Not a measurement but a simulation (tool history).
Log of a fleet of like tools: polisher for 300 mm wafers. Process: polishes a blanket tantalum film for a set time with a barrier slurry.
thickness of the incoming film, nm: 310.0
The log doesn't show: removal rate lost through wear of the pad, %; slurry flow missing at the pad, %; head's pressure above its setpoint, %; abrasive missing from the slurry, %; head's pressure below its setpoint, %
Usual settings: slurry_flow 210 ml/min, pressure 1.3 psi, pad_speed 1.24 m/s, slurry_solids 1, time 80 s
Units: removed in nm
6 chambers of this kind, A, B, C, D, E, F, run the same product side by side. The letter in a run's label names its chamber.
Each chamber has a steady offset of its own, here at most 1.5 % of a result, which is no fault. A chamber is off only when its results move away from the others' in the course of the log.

run     day  slurry_flow  pressure  pad_speed  slurry_solids  time  wafers polished on this pad  hours since the slurry nozzle was cleaned  hours since the head pressure was calibrated  hours since the slurry blender was calibrated  removed
 1B   0.433          210       1.3       1.24              1    80                         1075                                       53.1                                         357.9                                          234.1   118.68
 2C   0.854          210       1.3       1.24              1    80                          593                                       38.8                                         398.4                                          131.1   117.48
      0.879  -- chamber E: slurry blender recalibrated
      1.225  -- chamber D: head pressure recalibrated
 3D   1.279          210       1.3       1.24              1    80                          587                                       42.6                                           1.4                                           37.6    116.9
        1.3  -- chamber A: worn pad replaced by a new one
      1.525  -- chamber B: worn pad replaced by a new one
 4A   1.533          210       1.3       1.24              1    80                           44                                      258.4                                           114                                           94.9   119.13
 5F   1.767          210       1.3       1.24              1    80                          648                                      374.5                                         515.2                                          211.6   115.83
      2.042  -- chamber D: worn pad replaced by a new one
 6E    2.15          210       1.3       1.24              1    80                          803                                       55.1                                         162.2                                           30.6    118.3
 7E   2.421          210       1.3       1.24              1    80                          854                                       61.6                                         168.7                                           37.1   118.52
      2.717  -- chamber C: worn pad replaced by a new one
 8D   2.833          210       1.3       1.24              1    80                          148                                       79.9                                          38.7                                           74.9   117.41
 9B   3.188          210       1.3       1.24              1    80                          311                                      119.2                                           424                                          300.2    117.3
10A   3.446          210       1.3       1.24              1    80                          401                                      304.3                                         159.9                                          140.8   117.11
      3.575  -- chamber B: slurry blender recalibrated
      3.688  -- chamber F: worn pad replaced by a new one
11C   3.892          210       1.3       1.24              1    80                          219                                      111.7                                         471.3                                            204   118.34
      3.996  -- chamber A: worn pad replaced by a new one
12F    4.15          210       1.3       1.24              1    80                           86                                      431.7                                         572.4                                          268.8   118.25
13F   4.467          210       1.3       1.24              1    80                          145                                      439.3                                           580                                          276.4   117.14
       4.65  -- chamber F: slurry blender recalibrated
14C   4.733          210       1.3       1.24              1    80                          377                                      131.9                                         491.5                                          224.2   117.17
      4.883  -- chamber E: worn pad replaced by a new one
15B   5.008          210       1.3       1.24              1    80                          651                                      162.9                                         467.7                                           34.4   117.49
16A   5.475          210       1.3       1.24              1    80                          276                                        353                                         208.6                                          189.5   119.02
      5.617  -- chamber D: worn pad replaced by a new one
17D   5.825          210       1.3       1.24              1    80                           39                                      151.7                                         110.5                                          146.7    116.9
18E   6.267          210       1.3       1.24              1    80                          258                                      153.9                                           261                                          129.4   116.68
19F   6.529          210       1.3       1.24              1    80                          531                                      488.8                                         629.5                                           45.2   117.51
      6.688  -- chamber A: worn pad replaced by a new one
20C   7.008          210       1.3       1.24              1    80                          802                                      186.5                                         546.1                                          278.8   115.81
21E   7.317          210       1.3       1.24              1    80                          455                                      179.1                                         286.2                                          154.6   116.33
22D   7.538          210       1.3       1.24              1    80                          359                                      192.8                                         151.6                                          187.8   116.54
      7.696  -- chamber C: worn pad replaced by a new one
23A   7.771          210       1.3       1.24              1    80                          202                                      408.1                                         263.7                                          244.6   117.23
      7.862  -- chamber D: slurry blender recalibrated
      8.025  -- chamber F: slurry nozzle cleaned
24B   8.167          210       1.3       1.24              1    80                         1241                                      238.7                                         543.5                                          110.2   117.96
25E   8.546          210       1.3       1.24              1    80                          684                                      208.6                                         315.7                                          184.1   118.12
       8.85  -- chamber B: worn pad replaced by a new one
26A   8.938          240       1.3       1.24           1.25    80                          420                                      436.1                                         291.7                                          272.6   126.59
27D   9.329          240       1.3       1.24           1.25    80                          694                                      235.8                                         194.6                                           35.3   126.34
      9.575  -- chamber A: worn pad replaced by a new one
28B   9.688          240       1.3       1.24           1.25    80                          157                                      275.2                                           580                                          146.7   126.69
      9.717  -- chamber D: slurry nozzle cleaned
      9.875  -- chamber D: worn pad replaced by a new one
29C   9.942          240       1.3       1.24           1.25    80                          420                                      256.9                                         616.5                                          349.2   124.67
30F  10.325          240       1.3       1.24           1.25    80                         1240                                       55.3                                         720.6                                          136.3    126.6
     10.375  -- chamber F: worn pad replaced by a new one
     10.558  -- chamber A: slurry blender recalibrated
31C  10.725          240       1.3       1.24           1.25    80                          566                                      275.7                                         635.3                                            368   122.79
32A  11.112          210       1.3       1.24              1    80                          287                                      488.3                                         343.9                                           13.4    116.2
33F  11.392          210       1.3       1.24              1    80                          190                                       80.9                                         746.2                                          161.9    116.4
34E  11.808          210       1.3       1.24              1    80                         1294                                      286.9                                           394                                          262.4   117.88
35B  12.179          210       1.3       1.24              1    80                          622                                        335                                         639.8                                          206.5   119.14
36D  12.642          210       1.3       1.24              1    80                          517                                       70.3                                         274.1                                          114.8   115.83
37F  12.888          210       1.3       1.24              1    80                          470                                      116.8                                         782.1                                          197.8    117.1

What goes on in this fleet: one chamber off, a drifting gauge, or nothing beyond the chambers' own small offsets? Name the chamber and the cause, if any.

Chamber C drifts away from the others.
Cause: abrasive missing from the slurry, % = 22.8.
The log may not tell that from: slurry flow missing at the pad, %; head's pressure below its setpoint, %.

Here are 4 candidates for chamber C's next run, each the usual settings with a change, their results left as question marks. Which one brings its results back in line with what the others give on the usual settings?
In line means no further than this from the other chambers' mean on the usual settings: removed 3.7 nm
38C-1  13.246          255       1.3       1.24            1.4    80                                                                                                                                                                             ?
38C-2  13.246          210       1.2       1.16              1    80                                                                                                                                                                             ?
38C-3  13.246          210       1.4       1.24              1    80                                                                                                                                                                             ?
38C-4  13.246          210       1.3        1.2              1    77                                                                                                                                                                             ?

The other chambers' mean on the usual settings: removed 117.62 nm
  run  removed
38C-1   123.17
38C-2   94.284
38C-3   117.34
38C-4   101.59
38C-3 brings the chamber back in line.

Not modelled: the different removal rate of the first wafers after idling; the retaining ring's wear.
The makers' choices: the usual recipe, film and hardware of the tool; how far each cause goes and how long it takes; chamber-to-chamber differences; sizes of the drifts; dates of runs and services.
